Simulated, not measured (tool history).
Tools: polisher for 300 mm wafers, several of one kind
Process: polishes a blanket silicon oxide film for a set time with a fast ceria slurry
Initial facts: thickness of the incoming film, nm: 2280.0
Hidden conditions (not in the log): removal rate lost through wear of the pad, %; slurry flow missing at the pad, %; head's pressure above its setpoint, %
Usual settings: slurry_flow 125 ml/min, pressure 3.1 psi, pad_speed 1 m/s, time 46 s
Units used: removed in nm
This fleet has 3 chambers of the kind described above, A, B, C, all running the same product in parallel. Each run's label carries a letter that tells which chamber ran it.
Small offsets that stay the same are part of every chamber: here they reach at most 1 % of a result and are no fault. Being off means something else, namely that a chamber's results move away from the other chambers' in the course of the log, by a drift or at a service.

| run | hour | slurry_flow | pressure | pad_speed | time | wafers polished on this pad | hours since the slurry nozzle was cleaned | hours since the head pressure was calibrated | removed |
|---|---|---|---|---|---|---|---|---|---|
| 1B | 7.8 | 125 | 3.1 | 1 | 46 | 802 | 450.8 | 319.2 | 637.51 |
|  | 16.1 | chamber B: worn pad replaced by a new one |
| 2A | 19 | 125 | 3.1 | 1 | 46 | 944 | 132.4 | 787.8 | 648.44 |
| 3C | 26.3 | 125 | 3.1 | 1 | 46 | 683 | 194.8 | 616.4 | 662.21 |
| 4C | 31.6 | 125 | 3.1 | 1 | 46 | 729 | 200.1 | 621.7 | 659.7 |
|  | 38.8 | chamber A: worn pad replaced by a new one |
| 5B | 40 | 125 | 3.1 | 1 | 46 | 206 | 483 | 351.4 | 641.13 |
| 6A | 49 | 125 | 3.1 | 1 | 46 | 88 | 162.4 | 817.8 | 651.76 |
| 7C | 57.7 | 125 | 3.1 | 1 | 46 | 954 | 226.2 | 647.8 | 658.2 |
| 8A | 63.3 | 125 | 3.1 | 1 | 46 | 211 | 176.7 | 832.1 | 651.7 |
| 9B | 70.6 | 125 | 3.1 | 1 | 46 | 470 | 513.6 | 382 | 642.45 |
| 10A | 80.6 | 125 | 4 | 1 | 46 | 360 | 194 | 849.4 | 842.41 |
| 11C | 85.6 | 125 | 4 | 1 | 46 | 1195 | 254.1 | 675.7 | 819.88 |
|  | 86.6 | chamber C: worn pad replaced by a new one |
| 12B | 94.6 | 125 | 4 | 1 | 46 | 677 | 537.6 | 406 | 826.04 |
|  | 100.8 | chamber B: head pressure recalibrated |
|  | 103.1 | chamber A: slurry nozzle cleaned |
| 13A | 103.1 | 125 | 3.1 | 1 | 46 | 554 | 0.1 | 871.9 | 647.93 |
| 14C | 110.8 | 125 | 3.1 | 1 | 46 | 209 | 279.3 | 700.9 | 667.52 |
| 15B | 116.3 | 125 | 3.1 | 1 | 46 | 864 | 559.3 | 15.5 | 635.73 |
|  | 124.1 | chamber B: slurry nozzle cleaned |
| 16A | 125.6 | 125 | 3.9 | 1 | 46 | 748 | 22.6 | 894.4 | 822.78 |
| 17C | 131.5 | 125 | 3.9 | 1 | 46 | 388 | 300 | 721.6 | 827.93 |
|  | 137 | chamber B: worn pad replaced by a new one |
|  | 138.2 | chamber A: worn pad replaced by a new one |
| 18B | 141.6 | 125 | 3.9 | 1 | 46 | 39 | 17.5 | 40.8 | 812.73 |
| 19A | 148.2 | 125 | 3.1 | 1 | 46 | 86 | 45.2 | 917 | 642.19 |
| 20C | 153.8 | 125 | 3.1 | 1 | 46 | 580 | 322.3 | 743.9 | 652.49 |
| 21B | 160.1 | 125 | 3.1 | 1 | 46 | 199 | 36 | 59.3 | 642.59 |
| 22C | 171.2 | 125 | 3.1 | 1 | 46 | 730 | 339.7 | 761.3 | 676.3 |
| 23A | 177.9 | 125 | 3.1 | 1 | 46 | 342 | 74.9 | 946.7 | 647.18 |
| 24B | 184.4 | 125 | 3.1 | 1 | 46 | 409 | 60.3 | 83.6 | 649.7 |
| 25B | 190.9 | 125 | 3.1 | 1 | 46 | 465 | 66.8 | 90.1 | 635.5 |
| 26C | 198.1 | 125 | 3.1 | 1 | 46 | 962 | 366.6 | 788.2 | 660.64 |
| 27A | 208.8 | 125 | 3.1 | 1 | 46 | 609 | 105.8 | 977.6 | 649.71 |
| 28C | 214.6 | 125 | 3.1 | 1 | 46 | 1105 | 383.1 | 804.7 | 684.06 |
| 29B | 226.1 | 125 | 3.1 | 1 | 46 | 768 | 102 | 125.3 | 633.8 |
|  | 228.8 | chamber C: worn pad replaced by a new one |
| 30A | 234.3 | 125 | 3.1 | 1 | 46 | 829 | 131.3 | 1003.1 | 648.48 |
| 31C | 243.2 | 125 | 3.1 | 1 | 46 | 124 | 411.7 | 833.3 | 685.71 |
| 32A | 248.4 | 125 | 3.1 | 1 | 46 | 950 | 145.4 | 1017.2 | 645.53 |
|  | 253 | chamber B: worn pad replaced by a new one |
| 33B | 254.2 | 105 | 2.6 | 1 | 46 | 10 | 130.1 | 153.4 | 520 |
| 34C | 261.6 | 105 | 2.6 | 1 | 46 | 283 | 430.1 | 851.7 | 554.76 |
|  | 269.8 | chamber A: worn pad replaced by a new one |
| 35B | 270.6 | 105 | 2.6 | 1 | 46 | 151 | 146.5 | 169.8 | 519.74 |
| 36A | 279.1 | 125 | 3.1 | 1 | 46 | 80 | 176.1 | 1047.9 | 647.02 |
| 37C | 289.6 | 125 | 3.1 | 1 | 46 | 524 | 458.1 | 879.7 | 684.07 |
| 38A | 298.1 | 125 | 3.1 | 1 | 46 | 244 | 195.1 | 1066.9 | 653.32 |
| 39B | 304 | 125 | 3.1 | 1 | 46 | 440 | 179.9 | 203.2 | 648.13 |
| 40B | 313.5 | 125 | 3.1 | 1 | 46 | 522 | 189.4 | 212.7 | 663.06 |
| 41C | 322.9 | 125 | 3.1 | 1 | 46 | 812 | 491.4 | 913 | 690.06 |
| 42A | 331.9 | 125 | 3.1 | 1 | 46 | 535 | 228.9 | 1100.7 | 638.22 |

Is one chamber off against the others, does the gauge drift, or is nothing wrong? If a chamber is off, say which, and what the likeliest cause is.

Chamber C drifts away from the others.
Cause: head's pressure above its setpoint, % = 7.43.

Below are 4 candidate recipes for chamber C's next run, each the usual settings with a change, their results shown as question marks. Which of them brings C's results back in line with what the other chambers give on the usual settings?
Allowed miss from the other chambers' usual-settings mean, per result, to count as in line: removed 24 nm
| 43C-1 | 340.1 | 130 | 3.5 | 1 | 46 |  |  |  | ? |
| 43C-2 | 340.1 | 125 | 3 | 0.98 | 45 |  |  |  | ? |
| 43C-3 | 340.1 | 120 | 2.7 | 1 | 46 |  |  |  | ? |
| 43C-4 | 340.1 | 125 | 3.2 | 1 | 48 |  |  |  | ? |

Other chambers, usual settings, mean: removed 647.29 nm
| run | removed |
|---|---|
| 43C-1 | 789.89 |
| 43C-2 | 644.47 |
| 43C-3 | 600.19 |
| 43C-4 | 747.98 |
43C-2 brings the chamber back in line.
